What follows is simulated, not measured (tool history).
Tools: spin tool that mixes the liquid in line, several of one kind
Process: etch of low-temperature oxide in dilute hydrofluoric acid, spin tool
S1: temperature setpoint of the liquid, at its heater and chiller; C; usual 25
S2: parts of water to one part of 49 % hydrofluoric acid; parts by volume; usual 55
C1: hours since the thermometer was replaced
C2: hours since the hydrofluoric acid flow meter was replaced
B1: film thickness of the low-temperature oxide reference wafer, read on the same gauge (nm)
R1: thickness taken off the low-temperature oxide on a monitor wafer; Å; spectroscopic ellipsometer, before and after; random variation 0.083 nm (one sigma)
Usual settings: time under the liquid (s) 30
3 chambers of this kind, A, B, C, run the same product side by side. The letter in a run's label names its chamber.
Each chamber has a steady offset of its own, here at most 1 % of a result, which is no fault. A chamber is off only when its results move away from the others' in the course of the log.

run 1C hour=4.7 | S1=25 S2=55 time_under_the_liquid_(s)=30 | C1=1704.7 C2=108 | B1=49.987 | R1=111.4
run 2A hour=10.6 | S1=25 S2=55 time_under_the_liquid_(s)=30 | C1=594.5 C2=151.5 | B1=49.992 | R1=108.52
-- hour=15.8 chamber B: hydrofluoric acid flow meter replaced
run 3B hour=16.7 | S1=25 S2=55 time_under_the_liquid_(s)=30 | C1=80.3 C2=1 | B1=50.011 | R1=109.56
-- hour=17.8 chamber A: thermometer replaced
run 4C hour=21.6 | S1=25 S2=55 time_under_the_liquid_(s)=30 | C1=1721.6 C2=124.9 | B1=50.008 | R1=110.52
run 5B hour=30.2 | S1=25 S2=55 time_under_the_liquid_(s)=30 | C1=93.8 C2=14.5 | B1=50.006 | R1=111.51
run 6A hour=36.6 | S1=25 S2=55 time_under_the_liquid_(s)=30 | C1=18.8 C2=177.5 | B1=50.018 | R1=110.28
run 7A hour=40.8 | S1=25 S2=55 time_under_the_liquid_(s)=30 | C1=23 C2=181.7 | B1=50.007 | R1=110.03
run 8B hour=47.2 | S1=25 S2=55 time_under_the_liquid_(s)=30 | C1=110.8 C2=31.5 | B1=50.005 | R1=111.08
run 9C hour=54.1 | S1=25 S2=55 time_under_the_liquid_(s)=30 | C1=1754.1 C2=157.4 | B1=49.995 | R1=113.31
run 10A hour=60.1 | S1=25 S2=55 time_under_the_liquid_(s)=30 | C1=42.3 C2=201 | B1=50.017 | R1=110.32
run 11B hour=66.7 | S1=25 S2=55 time_under_the_liquid_(s)=30 | C1=130.3 C2=51 | B1=50.008 | R1=112.11
run 12C hour=74.3 | S1=23 S2=55 time_under_the_liquid_(s)=30 | C1=1774.3 C2=177.6 | B1=50.017 | R1=106.07
run 13B hour=80.7 | S1=23 S2=55 time_under_the_liquid_(s)=30 | C1=144.3 C2=65 | B1=49.989 | R1=103.3
run 14C hour=87.2 | S1=23 S2=55 time_under_the_liquid_(s)=30 | C1=1787.2 C2=190.5 | B1=49.999 | R1=105.06
run 15A hour=93.3 | S1=23 S2=35 time_under_the_liquid_(s)=30 | C1=75.5 C2=234.2 | B1=50.015 | R1=166.21
run 16B hour=100.7 | S1=23 S2=35 time_under_the_liquid_(s)=30 | C1=164.3 C2=85 | B1=50.019 | R1=166.57
run 17A hour=106.3 | S1=23 S2=35 time_under_the_liquid_(s)=30 | C1=88.5 C2=247.2 | B1=49.981 | R1=165.75
run 18C hour=110.8 | S1=25 S2=55 time_under_the_liquid_(s)=30 | C1=1810.8 C2=214.1 | B1=49.989 | R1=116.47
run 19C hour=117.2 | S1=25 S2=55 time_under_the_liquid_(s)=30 | C1=1817.2 C2=220.5 | B1=49.996 | R1=117.77
run 20B hour=122.4 | S1=25 S2=55 time_under_the_liquid_(s)=30 | C1=186 C2=106.7 | B1=50.004 | R1=109.54
run 21A hour=130.7 | S1=25 S2=30 time_under_the_liquid_(s)=30 | C1=112.9 C2=271.6 | B1=50.001 | R1=210.35
run 22C hour=138.8 | S1=25 S2=30 time_under_the_liquid_(s)=30 | C1=1838.8 C2=242.1 | B1=50.014 | R1=228.64
run 23A hour=144 | S1=25 S2=30 time_under_the_liquid_(s)=30 | C1=126.2 C2=284.9 | B1=50.013 | R1=211.27
run 24B hour=150 | S1=25 S2=55 time_under_the_liquid_(s)=30 | C1=213.6 C2=134.3 | B1=49.987 | R1=110.7
run 25C hour=156.7 | S1=25 S2=55 time_under_the_liquid_(s)=30 | C1=1856.7 C2=260 | B1=50.014 | R1=117.54

Is one chamber off against the others, does the gauge drift, or is nothing wrong? If a chamber is off, say which, and what the likeliest cause is.

Chamber C drifts away from the others.
Cause: hydrofluoric acid flow above the setpoint (%) = 6.67.
The log may not tell that from: liquid hotter than its thermometer reads (K).

Here are 4 candidates for chamber C's next run, each the usual settings with a change, their results left as question marks. Which one brings its results back in line with what the others give on the usual settings?
In line means no further than this from the other chambers' mean on the usual settings: R1 2.9 Å
run 26C-1 hour=163.2 | S1=27 S2=55 time_under_the_liquid_(s)=30 | R1=?
run 26C-2 hour=163.2 | S1=23 S2=55 time_under_the_liquid_(s)=30 | R1=?
run 26C-3 hour=163.2 | S1=22 S2=55 time_under_the_liquid_(s)=30 | R1=?
run 26C-4 hour=163.2 | S1=25.5 S2=50 time_under_the_liquid_(s)=30 | R1=?

The other chambers' mean on the usual settings: R1 110.45 Å
run=26C-1 R1=129.45
run=26C-2 R1=109.93
run=26C-3 R1=105.46
run=26C-4 R1=135.09
26C-2 brings the chamber back in line.
